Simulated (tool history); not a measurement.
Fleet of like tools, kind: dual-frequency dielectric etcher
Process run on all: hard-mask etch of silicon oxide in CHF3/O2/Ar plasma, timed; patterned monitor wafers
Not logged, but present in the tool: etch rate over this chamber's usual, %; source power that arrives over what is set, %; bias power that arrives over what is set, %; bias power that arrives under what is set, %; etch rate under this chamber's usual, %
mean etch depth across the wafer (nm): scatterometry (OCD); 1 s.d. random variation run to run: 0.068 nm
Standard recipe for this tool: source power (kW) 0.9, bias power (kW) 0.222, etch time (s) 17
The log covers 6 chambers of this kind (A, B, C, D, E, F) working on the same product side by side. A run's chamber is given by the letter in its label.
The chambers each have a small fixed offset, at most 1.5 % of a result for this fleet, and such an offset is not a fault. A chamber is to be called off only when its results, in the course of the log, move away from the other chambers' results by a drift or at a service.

run	hour	source power (kW)	bias power (kW)	etch time (s)	hours since the last wet clean	hours since the last source power generator calibration	hours since the last bias power generator calibration	read-back reference wafer on the same gauge, depth_nm	mean etch depth across the wafer (nm)
1C	5.6	0.9	0.222	17	515.3	3189.6	2626.1	39.709	41.782
2D	13.6	0.9	0.222	17	92.9	1966.2	642.5	39.699	42.767
3A	21.1	0.9	0.222	17	513.5	391.9	2937.7	39.719	41.662
4B	25.4	0.9	0.222	17	225.5	2277.4	1419.1	39.726	42.028
5F	33.3	0.9	0.222	17	103	501.8	790.3	39.72	41.976
6E	40.4	0.9	0.222	17	481.7	1296.9	1238.7	39.745	42.517
7F	45.1	0.9	0.222	17	114.8	513.6	802.1	39.751	41.883
# hour 46.9: chamber A: wet clean of the chamber
8C	51.1	0.9	0.222	17	560.8	3235.1	2671.6	39.738	41.898
9B	58.2	0.9	0.222	17	258.3	2310.2	1451.9	39.756	42.048
10A	62.6	0.9	0.222	17	15.7	433.4	2979.2	39.754	41.901
11E	67.8	0.9	0.222	17	509.1	1324.3	1266.1	39.773	42.5
12D	73.1	0.9	0.181	17	152.4	2025.7	702	39.776	40.091
13E	81.4	0.9	0.181	17	522.7	1337.9	1279.7	39.776	39.819
14F	85.7	0.9	0.181	17	155.4	554.2	842.7	39.762	39.094
# hour 87: chamber C: wet clean of the chamber
15D	91.1	0.9	0.181	17	170.4	2043.7	720	39.766	40.098
# hour 96.2: chamber E: wet clean of the chamber
16B	96.5	0.9	0.181	17	296.6	2348.5	1490.2	39.792	39.391
17A	103.2	0.9	0.181	17	56.3	474	3019.8	39.784	38.992
18C	109.6	0.9	0.222	17	22.7	3293.6	2730.1	39.801	41.842
19B	114.3	0.9	0.222	17	314.4	2366.3	1508	39.812	42.168
20D	121.7	0.9	0.222	17	201	2074.3	750.6	39.819	43.003
21F	126.7	0.9	0.222	17	196.4	595.2	883.7	39.81	42.12
22A	130.4	0.9	0.222	17	83.5	501.2	3047	39.821	41.847
23C	138.3	0.9	0.222	17	51.4	3322.3	2758.8	39.83	41.884
24E	145	0.9	0.222	17	48.8	1401.5	1343.3	39.841	42.605
25F	151.8	0.9	0.222	17	221.5	620.3	908.8	39.852	42.014
26D	157.5	0.9	0.222	17	236.8	2110.1	786.4	39.846	42.849
27C	165.7	0.9	0.222	17	78.8	3349.7	2786.2	39.878	41.913
28E	170.7	0.9	0.222	17	74.5	1427.2	1369	39.863	42.555
29B	175.9	0.9	0.259	15	376	2427.9	1569.6	39.885	39.343
30A	183.1	0.9	0.259	15	136.2	553.9	3099.7	39.863	39.098
31C	187.3	0.9	0.259	15	100.4	3371.3	2807.8	39.893	39.113
32F	193.1	0.9	0.259	15	262.8	661.6	950.1	39.885	39.203
33E	197.5	0.9	0.259	15	101.3	1454	1395.8	39.878	39.575
34B	203.6	0.9	0.259	15	403.7	2455.6	1597.3	39.901	39.312
35D	210.3	0.9	0.222	17	289.6	2162.9	839.2	39.918	42.958
36A	215.6	0.9	0.222	17	168.7	586.4	3132.2	39.904	42.032
37F	221.9	0.9	0.222	20	291.6	690.4	978.9	39.908	49.404
38D	229.1	0.9	0.222	20	308.4	2181.7	858	39.929	50.558
39A	234.2	0.9	0.222	20	187.3	605	3150.8	39.921	49.446
40E	238	0.9	0.222	20	141.8	1494.5	1436.3	39.949	50.198
41B	242.7	0.9	0.222	20	442.8	2494.7	1636.4	39.936	49.759
42C	250.2	0.9	0.222	20	163.3	3434.2	2870.7	39.947	49.496
43A	258.3	0.9	0.222	17	211.4	629.1	3174.9	39.948	41.87
44D	266.4	0.9	0.245	20.5	345.7	2219	895.3	39.971	53.604

The same settings go to every chamber for the next run, one line per chamber below. Forecast the results for each:
45A	272.4	0.9	0.222	17					?
45B	272.4	0.9	0.222	17					?
45C	272.4	0.9	0.222	17					?
45D	272.4	0.9	0.222	17					?
45E	272.4	0.9	0.222	17					?
45F	272.4	0.9	0.222	17					?

run	mean etch depth across the wafer (nm)
45A	42.128
45B	42.325
45C	42.109
45D	43.154
45E	42.651
45F	42.044
